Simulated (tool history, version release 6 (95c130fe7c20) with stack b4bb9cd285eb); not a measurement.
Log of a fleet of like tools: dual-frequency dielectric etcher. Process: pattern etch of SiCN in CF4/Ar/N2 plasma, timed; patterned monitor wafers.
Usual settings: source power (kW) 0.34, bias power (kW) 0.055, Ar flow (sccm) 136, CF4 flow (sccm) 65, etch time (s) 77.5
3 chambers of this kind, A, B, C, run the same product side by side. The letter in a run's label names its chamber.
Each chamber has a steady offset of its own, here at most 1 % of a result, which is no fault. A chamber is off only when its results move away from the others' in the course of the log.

run,hour,source power (kW),bias power (kW),Ar flow (sccm),CF4 flow (sccm),etch time (s),hours since the last wet clean,hours since the last source power generator calibration,hours since the last bias power generator calibration,hours since the last Ar flow controller change,hours since the last CF4 flow controller change,"read-back reference wafer on the same gauge, depth_nm",mean etch depth across the wafer (nm)
1B,4.3,0.34,0.055,136,65,77.5,511.4,1084.2,855.9,1218.1,2242.2,53.12,44.895
2C,8,0.34,0.055,136,65,77.5,511.2,1152.5,189,1241.6,133.8,53.131,44.247
3A,10.5,0.34,0.055,136,65,77.5,311.3,538,249.9,3139.2,408.7,53.042,45.132
4B,15.1,0.34,0.055,136,65,77.5,522.2,1095,866.7,1228.9,2253,53.053,44.8
5A,17.8,0.34,0.055,136,65,77.5,318.6,545.3,257.2,3146.5,416,53.055,45.031
6C,22.2,0.27,0.055,136,65,85,525.4,1166.7,203.2,1255.8,148,53.112,39.376
7C,27,0.27,0.055,136,65,85,530.2,1171.5,208,1260.6,152.8,53.115,39.685
8A,29.3,0.27,0.055,136,65,85,330.1,556.8,268.7,3158,427.5,53.103,40.521
9B,33.1,0.34,0.055,136,65,77.5,540.2,1113,884.7,1246.9,2271,53.072,44.43
10A,38.3,0.34,0.055,136,65,77.5,339.1,565.8,277.7,3167,436.5,53.028,45.162
11B,40.7,0.34,0.055,136,65,77.5,547.8,1120.6,892.3,1254.5,2278.6,53.061,44.884
12C,44.9,0.34,0.055,136,65,77.5,548.1,1189.4,225.9,1278.5,170.7,53.082,44.376
13A,48.9,0.34,0.055,136,65,77.5,349.7,576.4,288.3,3177.6,447.1,53.115,45.021
14B,52.2,0.34,0.055,136,65,77.5,559.3,1132.1,903.8,1266,2290.1,53.035,44.801
15C,57.2,0.34,0.055,136,65,77.5,560.4,1201.7,238.2,1290.8,183,53.137,44.309
16C,61.9,0.34,0.055,136,65,77.5,565.1,1206.4,242.9,1295.5,187.7,53.067,44.171
17A,64.3,0.34,0.055,136,65,77.5,365.1,591.8,303.7,3193,462.5,53.108,44.982
18B,68.8,0.34,0.055,136,65,77.5,575.9,1148.7,920.4,1282.6,2306.7,53.139,44.975
19A,74,0.34,0.055,136,65,77.5,374.8,601.5,313.4,3202.7,472.2,53.121,44.682
20B,77.3,0.34,0.055,136,65,77.5,584.4,1157.2,928.9,1291.1,2315.2,53.168,44.596
21C,80.3,0.34,0.055,136,65,77.5,583.5,1224.8,261.3,1313.9,206.1,53.065,44.38
22A,84.1,0.34,0.055,136,71,77.5,384.9,611.6,323.5,3212.8,482.3,53.049,45.89
23B,87.8,0.34,0.055,136,71,77.5,594.9,1167.7,939.4,1301.6,2325.7,53.081,45.437
24C,90.1,0.34,0.055,136,71,77.5,593.3,1234.6,271.1,1323.7,215.9,53.094,45.434
25C,93.7,0.34,0.055,136,65,77.5,596.9,1238.2,274.7,1327.3,219.5,53.059,44.345
26B,96,0.34,0.055,136,65,77.5,603.1,1175.9,947.6,1309.8,2333.9,53.141,44.461
27A,99.6,0.34,0.055,136,65,77.5,400.4,627.1,339,3228.3,497.8,53.089,45.313
# hour 100.4: chamber B: wet clean of the chamber
28A,103.3,0.34,0.055,136,65,77.5,404.1,630.8,342.7,3232,501.5,53.139,45.047
29C,107,0.34,0.055,136,65,77.5,610.2,1251.5,288,1340.6,232.8,53.07,44.147
30B,111.6,0.34,0.055,136,65,77.5,11.3,1191.5,963.2,1325.4,2349.5,53.078,45.059

Next, every chamber runs the same settings. What will each give?
31A,115.4,0.34,0.055,136,65,77.5,,,,,,,?
31B,115.4,0.34,0.055,136,65,77.5,,,,,,,?
31C,115.4,0.34,0.055,136,65,77.5,,,,,,,?

run,mean etch depth across the wafer (nm)
31A,45.413
31B,44.479
31C,44.43
